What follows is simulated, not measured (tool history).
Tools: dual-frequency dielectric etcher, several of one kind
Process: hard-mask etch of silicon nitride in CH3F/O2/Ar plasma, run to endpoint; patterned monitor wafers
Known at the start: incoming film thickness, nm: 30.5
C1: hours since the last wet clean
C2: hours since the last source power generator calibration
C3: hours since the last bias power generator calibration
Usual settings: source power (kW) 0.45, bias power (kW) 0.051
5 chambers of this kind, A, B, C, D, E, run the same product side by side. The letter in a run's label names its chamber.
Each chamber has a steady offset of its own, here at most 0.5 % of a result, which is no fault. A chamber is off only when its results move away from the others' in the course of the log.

run 1E hour=7.1 | source_power_(kW)=0.45 bias_power_(kW)=0.051 | C1=80.8 C2=3723.2 C3=2796.9 | endpoint_time_(s)=47.217
run 2D hour=15 | source_power_(kW)=0.45 bias_power_(kW)=0.051 | C1=61.3 C2=3149.8 C3=2004 | endpoint_time_(s)=47.431
run 3B hour=20.1 | source_power_(kW)=0.45 bias_power_(kW)=0.051 | C1=484.1 C2=222.4 C3=737.9 | endpoint_time_(s)=46.898
-- hour=25.3 chamber B: wet clean of the chamber
run 4A hour=25.3 | source_power_(kW)=0.45 bias_power_(kW)=0.051 | C1=54.3 C2=2214.3 C3=1036.1 | endpoint_time_(s)=47.013
run 5C hour=33.3 | source_power_(kW)=0.45 bias_power_(kW)=0.051 | C1=418.6 C2=780.5 C3=1178.5 | endpoint_time_(s)=47.075
run 6E hour=39.4 | source_power_(kW)=0.45 bias_power_(kW)=0.051 | C1=113.1 C2=3755.5 C3=2829.2 | endpoint_time_(s)=47.087
run 7B hour=46.1 | source_power_(kW)=0.45 bias_power_(kW)=0.051 | C1=20.8 C2=248.4 C3=763.9 | endpoint_time_(s)=46.871
run 8C hour=54.5 | source_power_(kW)=0.45 bias_power_(kW)=0.051 | C1=439.8 C2=801.7 C3=1199.7 | endpoint_time_(s)=47.43
run 9D hour=59.1 | source_power_(kW)=0.45 bias_power_(kW)=0.051 | C1=105.4 C2=3193.9 C3=2048.1 | endpoint_time_(s)=47.231
run 10A hour=66.8 | source_power_(kW)=0.45 bias_power_(kW)=0.051 | C1=95.8 C2=2255.8 C3=1077.6 | endpoint_time_(s)=47.369
run 11C hour=76.6 | source_power_(kW)=0.45 bias_power_(kW)=0.051 | C1=461.9 C2=823.8 C3=1221.8 | endpoint_time_(s)=47.845
run 12E hour=83.9 | source_power_(kW)=0.45 bias_power_(kW)=0.051 | C1=157.6 C2=3800 C3=2873.7 | endpoint_time_(s)=46.628
run 13B hour=92.8 | source_power_(kW)=0.45 bias_power_(kW)=0.051 | C1=67.5 C2=295.1 C3=810.6 | endpoint_time_(s)=47.234
run 14D hour=100.9 | source_power_(kW)=0.45 bias_power_(kW)=0.051 | C1=147.2 C2=3235.7 C3=2089.9 | endpoint_time_(s)=46.386
run 15A hour=109.8 | source_power_(kW)=0.45 bias_power_(kW)=0.051 | C1=138.8 C2=2298.8 C3=1120.6 | endpoint_time_(s)=47.599
run 16B hour=119.8 | source_power_(kW)=0.45 bias_power_(kW)=0.051 | C1=94.5 C2=322.1 C3=837.6 | endpoint_time_(s)=47.607
run 17A hour=127.9 | source_power_(kW)=0.45 bias_power_(kW)=0.051 | C1=156.9 C2=2316.9 C3=1138.7 | endpoint_time_(s)=47.371
-- hour=128.8 chamber D: source power generator calibrated
run 18C hour=136.2 | source_power_(kW)=0.38 bias_power_(kW)=0.051 | C1=521.5 C2=883.4 C3=1281.4 | endpoint_time_(s)=50.559
run 19D hour=142.4 | source_power_(kW)=0.38 bias_power_(kW)=0.051 | C1=188.7 C2=13.7 C3=2131.4 | endpoint_time_(s)=50.379
run 20E hour=147.3 | source_power_(kW)=0.38 bias_power_(kW)=0.051 | C1=221 C2=3863.4 C3=2937.1 | endpoint_time_(s)=50.173
run 21E hour=156.2 | source_power_(kW)=0.38 bias_power_(kW)=0.051 | C1=229.9 C2=3872.3 C3=2946 | endpoint_time_(s)=50.378
-- hour=159.6 chamber C: wet clean of the chamber
run 22B hour=162 | source_power_(kW)=0.38 bias_power_(kW)=0.051 | C1=136.7 C2=364.3 C3=879.8 | endpoint_time_(s)=50.179
run 23C hour=171.5 | source_power_(kW)=0.45 bias_power_(kW)=0.051 | C1=11.9 C2=918.7 C3=1316.7 | endpoint_time_(s)=47.534
run 24D hour=178.7 | source_power_(kW)=0.45 bias_power_(kW)=0.051 | C1=225 C2=50 C3=2167.7 | endpoint_time_(s)=46.686
run 25A hour=186.2 | source_power_(kW)=0.45 bias_power_(kW)=0.051 | C1=215.2 C2=2375.2 C3=1197 | endpoint_time_(s)=47.478
run 26B hour=194.9 | source_power_(kW)=0.56 bias_power_(kW)=0.051 | C1=169.6 C2=397.2 C3=912.7 | endpoint_time_(s)=43.378
run 27D hour=205.2 | source_power_(kW)=0.56 bias_power_(kW)=0.051 | C1=251.5 C2=76.5 C3=2194.2 | endpoint_time_(s)=43.574
run 28C hour=210.4 | source_power_(kW)=0.56 bias_power_(kW)=0.051 | C1=50.8 C2=957.6 C3=1355.6 | endpoint_time_(s)=43.473
run 29E hour=219.8 | source_power_(kW)=0.56 bias_power_(kW)=0.051 | C1=293.5 C2=3935.9 C3=3009.6 | endpoint_time_(s)=43.513
run 30A hour=225.3 | source_power_(kW)=0.56 bias_power_(kW)=0.051 | C1=254.3 C2=2414.3 C3=1236.1 | endpoint_time_(s)=43.09

All 5 chambers run these settings next. Forecast each chamber's results:
run 31A hour=232.8 | source_power_(kW)=0.45 bias_power_(kW)=0.051 | endpoint_time_(s)=?
run 31B hour=232.8 | source_power_(kW)=0.45 bias_power_(kW)=0.051 | endpoint_time_(s)=?
run 31C hour=232.8 | source_power_(kW)=0.45 bias_power_(kW)=0.051 | endpoint_time_(s)=?
run 31D hour=232.8 | source_power_(kW)=0.45 bias_power_(kW)=0.051 | endpoint_time_(s)=?
run 31E hour=232.8 | source_power_(kW)=0.45 bias_power_(kW)=0.051 | endpoint_time_(s)=?

run=31A endpoint_time_(s)=47.497
run=31B endpoint_time_(s)=46.763
run=31C endpoint_time_(s)=47.705
run=31D endpoint_time_(s)=47.35
run=31E endpoint_time_(s)=47.301

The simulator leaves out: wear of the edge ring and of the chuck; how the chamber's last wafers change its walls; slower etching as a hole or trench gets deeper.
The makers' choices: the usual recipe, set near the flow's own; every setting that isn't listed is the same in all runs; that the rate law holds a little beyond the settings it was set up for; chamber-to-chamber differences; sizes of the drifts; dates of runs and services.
